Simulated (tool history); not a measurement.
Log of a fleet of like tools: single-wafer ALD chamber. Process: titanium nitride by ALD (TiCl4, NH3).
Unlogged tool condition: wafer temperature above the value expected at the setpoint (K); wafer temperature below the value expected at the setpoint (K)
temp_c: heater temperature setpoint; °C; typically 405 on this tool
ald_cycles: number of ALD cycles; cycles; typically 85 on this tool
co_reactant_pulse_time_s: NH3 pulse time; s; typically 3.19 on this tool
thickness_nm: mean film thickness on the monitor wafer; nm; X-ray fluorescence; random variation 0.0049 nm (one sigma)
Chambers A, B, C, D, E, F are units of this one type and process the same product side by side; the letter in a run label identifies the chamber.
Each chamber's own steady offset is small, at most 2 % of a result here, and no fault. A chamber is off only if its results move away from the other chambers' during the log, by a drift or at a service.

run	hour	temp_c	ald_cycles	co_reactant_pulse_time_s	hours since the last thermocouple change	read-back reference wafer on the same gauge, thickness_nm	thickness_nm
1A	4.2	405	85	3.19	1948.2	1.5596	1.9210
2D	7.1	405	85	3.19	94.5	1.5602	1.9140
3C	10.2	405	85	3.19	1461.2	1.5603	1.8745
4B	13.7	405	85	3.19	1708.4	1.5605	1.9059
5E	16.0	405	85	3.19	1432.8	1.5599	1.9036
6F	20.0	405	85	3.19	371.8	1.5603	1.9242
7F	22.1	405	85	3.19	373.9	1.5606	1.9242
8B	25.3	405	94	3.19	1720.0	1.5608	2.0973
9A	29.6	405	94	3.19	1973.6	1.5594	2.1245
10E	33.4	405	94	3.19	1450.2	1.5599	2.1140
11C	36.6	405	94	3.19	1487.6	1.5596	2.0677
12D	40.8	405	94	3.19	128.2	1.5596	2.1125
13C	44.8	405	94	3.19	1495.8	1.5594	2.0824
14D	47.5	405	85	3.19	134.9	1.5590	1.9190
15E	51.0	405	85	3.19	1467.8	1.5607	1.9052
16F	55.6	393	85	2.45	407.4	1.5596	1.8999
17A	58.0	393	85	2.45	2002.0	1.5604	1.8949
18B	61.7	393	85	2.45	1756.4	1.5588	1.8674
19A	65.5	393	85	2.45	2009.5	1.5595	1.8966
20C	67.8	393	85	2.45	1518.8	1.5599	1.8414
21B	71.7	393	85	2.45	1766.4	1.5602	1.8668
22D	75.7	405	85	3.19	163.1	1.5596	1.9246
23E	78.2	405	85	3.19	1495.0	1.5606	1.9029
24F	80.6	405	85	3.19	432.4	1.5594	1.9219
25B	84.9	405	85	3.19	1779.6	1.5604	1.9024
26E	89.0	405	85	3.19	1505.8	1.5591	1.9071
27A	92.0	405	85	3.19	2036.0	1.5596	1.9226
28F	94.4	405	85	3.19	446.2	1.5607	1.9226
29C	97.3	405	85	3.19	1548.3	1.5597	1.8685
30D	100.4	405	85	3.19	187.8	1.5595	1.9084
31B	102.9	405	85	3.19	1797.6	1.5597	1.8947
32C	105.8	405	85	3.19	1556.8	1.5605	1.8767
33D	109.0	405	85	4.41	196.4	1.5594	1.9290
34F	112.8	405	85	4.41	464.6	1.5598	1.9395
35E	116.6	405	85	4.41	1533.4	1.5600	1.9187
36A	119.3	405	85	4.41	2063.3	1.5604	1.9472
37B	123.2	405	85	4.41	1817.9	1.5593	1.9200
38F	127.2	405	85	4.41	479.0	1.5592	1.9395
39D	130.6	405	85	3.19	218.0	1.5598	1.9206
40C	134.9	405	85	3.19	1585.9	1.5601	1.8780
41A	138.7	405	85	3.19	2082.7	1.5607	1.9272
42E	142.8	405	85	3.19	1559.6	1.5598	1.9122
43F	146.1	405	85	3.19	497.9	1.5597	1.9172
44E	148.2	405	85	3.19	1565.0	1.5598	1.9019

All 6 chambers run these settings next. Forecast each chamber's results:
45A	151.6	405	85	3.19			?
45B	151.6	405	85	3.19			?
45C	151.6	405	85	3.19			?
45D	151.6	405	85	3.19			?
45E	151.6	405	85	3.19			?
45F	151.6	405	85	3.19			?

run	thickness_nm
45A	1.9249
45B	1.9079
45C	1.8677
45D	1.9056
45E	1.9032
45F	1.9199
